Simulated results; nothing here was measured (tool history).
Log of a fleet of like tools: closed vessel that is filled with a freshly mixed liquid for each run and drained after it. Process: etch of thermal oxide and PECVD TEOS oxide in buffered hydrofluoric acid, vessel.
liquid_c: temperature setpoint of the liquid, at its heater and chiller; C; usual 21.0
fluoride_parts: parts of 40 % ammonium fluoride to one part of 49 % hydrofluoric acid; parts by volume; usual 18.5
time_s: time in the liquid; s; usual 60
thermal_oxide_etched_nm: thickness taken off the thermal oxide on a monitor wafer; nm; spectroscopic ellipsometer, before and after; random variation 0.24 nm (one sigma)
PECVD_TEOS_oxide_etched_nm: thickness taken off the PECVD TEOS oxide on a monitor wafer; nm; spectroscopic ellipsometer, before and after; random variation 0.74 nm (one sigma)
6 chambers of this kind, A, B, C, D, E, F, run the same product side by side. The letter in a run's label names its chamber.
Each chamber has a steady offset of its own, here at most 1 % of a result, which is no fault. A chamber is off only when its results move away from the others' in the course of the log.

run     day  liquid_c  fluoride_parts  time_s  hours since the thermometer was replaced  hours since the hydrofluoric acid flow meter was replaced  read-back film thickness of the thermal oxide reference wafer, read on the same gauge (nm)  read-back film thickness of the PECVD TEOS oxide reference wafer, read on the same gauge (nm)  thermal_oxide_etched_nm  PECVD_TEOS_oxide_etched_nm
      0.162  -- chamber A: hydrofluoric acid flow meter replaced
      0.388  -- chamber E: thermometer replaced
 1D   0.479      21.0            18.5      60                                      68.1                                                     1498.7                                                                                      79.984                                                                                         50.037                   30.980                     106.440
 2B   0.850      21.0            18.5      60                                     159.8                                                      424.0                                                                                      80.004                                                                                         49.978                   31.137                     105.590
 3A   1.388      21.0            18.5      60                                    1753.9                                                       29.5                                                                                      79.994                                                                                         50.008                   31.144                     105.630
 4E   1.896      21.0            18.5      60                                      36.2                                                     1062.0                                                                                      79.996                                                                                         50.027                   31.072                     105.970
      2.379  -- chamber F: thermometer replaced
 5F   2.517      21.0            18.5      60                                       3.4                                                      300.2                                                                                      79.974                                                                                         49.984                   31.068                     104.080
 6C   2.996      21.0            18.5      60                                     697.0                                                      136.7                                                                                      79.995                                                                                         49.999                   31.046                     105.910
 7C   3.450      21.0            18.5      60                                     707.9                                                      147.6                                                                                      80.034                                                                                         50.011                   31.092                     105.620
 8B   4.017      21.0            18.5      60                                     235.8                                                      500.0                                                                                      79.995                                                                                         49.980                   31.344                     105.980
 9F   4.346      21.0            18.5      60                                      47.3                                                      344.1                                                                                      80.011                                                                                         50.016                   31.438                     105.990
      4.604  -- chamber C: thermometer replaced
10D   4.862      21.0            18.5      60                                     173.3                                                     1603.9                                                                                      80.014                                                                                         49.980                   30.851                     106.950
11A   5.354      21.0            18.5      60                                    1849.1                                                      124.7                                                                                      79.993                                                                                         49.974                   30.932                     105.760
12E   5.683      21.0            18.5      60                                     127.1                                                     1152.9                                                                                      80.000                                                                                         49.977                   30.909                     107.330
13F   6.254      21.0            18.5      60                                      93.1                                                      389.9                                                                                      80.016                                                                                         50.001                   31.341                     106.730
14C   6.671      21.0            18.5      60                                      49.6                                                      224.9                                                                                      80.018                                                                                         50.013                   31.066                     104.310
15A   7.050      21.0            18.5      60                                    1889.8                                                      165.4                                                                                      79.987                                                                                         50.024                   30.561                     105.970
16D   7.550      21.0            18.5      60                                     237.8                                                     1668.4                                                                                      79.986                                                                                         50.046                   31.218                     107.440
17B   7.858      21.0            18.5      60                                     328.0                                                      592.2                                                                                      79.990                                                                                         49.987                   31.301                     105.170
18E   8.467      21.0            18.5      60                                     193.9                                                     1219.7                                                                                      80.021                                                                                         49.970                   30.622                     106.950
19F   9.133      21.0            18.5      60                                     162.2                                                      459.0                                                                                      80.036                                                                                         50.024                   31.104                     106.100
20D   9.642      21.0            18.5      60                                     288.0                                                     1718.6                                                                                      79.984                                                                                         50.013                   30.935                     105.510
      9.992  -- chamber D: hydrofluoric acid flow meter replaced
21C  10.312      21.0            18.5      60                                     137.0                                                      312.3                                                                                      79.977                                                                                         50.029                   31.159                     107.510
22A  10.971      21.0            18.5      60                                    1983.9                                                      259.5                                                                                      79.999                                                                                         49.930                   30.912                     104.860
23B  11.608      21.0            18.5      60                                     418.0                                                      682.2                                                                                      79.974                                                                                         49.992                   30.937                     104.630
24E  11.938      21.0            18.5      60                                     277.2                                                     1303.0                                                                                      79.989                                                                                         50.034                   31.193                     107.150
25D  12.404      17.5            18.5      60                                     354.3                                                       57.9                                                                                      79.978                                                                                         50.022                   25.148                      88.244
26F  12.883      17.5            18.5      60                                     252.2                                                      549.0                                                                                      80.001                                                                                         49.974                   25.664                      87.605
27E  13.475      17.5            18.5      60                                     314.1                                                     1339.9                                                                                      79.977                                                                                         49.998                   25.274                      87.549
28A  14.058      17.5            18.5      60                                    2058.0                                                      333.6                                                                                      79.977                                                                                         50.005                   25.078                      86.100
29C  14.421      17.5            18.5      60                                     235.6                                                      410.9                                                                                      80.013                                                                                         50.035                   25.699                      86.988
30B  14.788      17.5            18.5      60                                     494.3                                                      758.5                                                                                      79.991                                                                                         49.986                   25.571                      85.498
31A  15.454      21.0            18.5      60                                    2091.5                                                      367.1                                                                                      79.982                                                                                         50.038                   30.727                     105.350
32F  15.983      21.0            18.5      60                                     326.6                                                      623.4                                                                                      79.979                                                                                         49.952                   31.381                     106.130
33B  16.471      21.0            18.5      60                                     534.7                                                      798.9                                                                                      79.979                                                                                         50.023                   31.062                     106.080
34D  17.112      21.0            18.5      60                                     467.3                                                      170.9                                                                                      80.004                                                                                         49.959                   31.359                     107.600
35E  17.708      21.0            18.5      70                                     415.7                                                     1441.5                                                                                      79.989                                                                                         49.996                   35.856                     124.710
36C  18.154      21.0            18.5      70                                     325.2                                                      500.5                                                                                      79.991                                                                                         50.007                   36.432                     124.510

All 6 chambers run these settings next. Forecast each chamber's results:
37A  18.638      21.0            18.5      70                                                                                                                                                                                                                                                                                                                        ?                           ?
37B  18.638      21.0            18.5      70                                                                                                                                                                                                                                                                                                                        ?                           ?
37C  18.638      21.0            18.5      70                                                                                                                                                                                                                                                                                                                        ?                           ?
37D  18.638      21.0            18.5      70                                                                                                                                                                                                                                                                                                                        ?                           ?
37E  18.638      21.0            18.5      70                                                                                                                                                                                                                                                                                                                        ?                           ?
37F  18.638      21.0            18.5      70                                                                                                                                                                                                                                                                                                                        ?                           ?

run  thermal_oxide_etched_nm  PECVD_TEOS_oxide_etched_nm
37A                   36.341                     122.380
37B                   36.740                     124.010
37C                   36.315                     124.970
37D                   35.711                     124.420
37E                   35.733                     122.800
37F                   36.338                     123.980
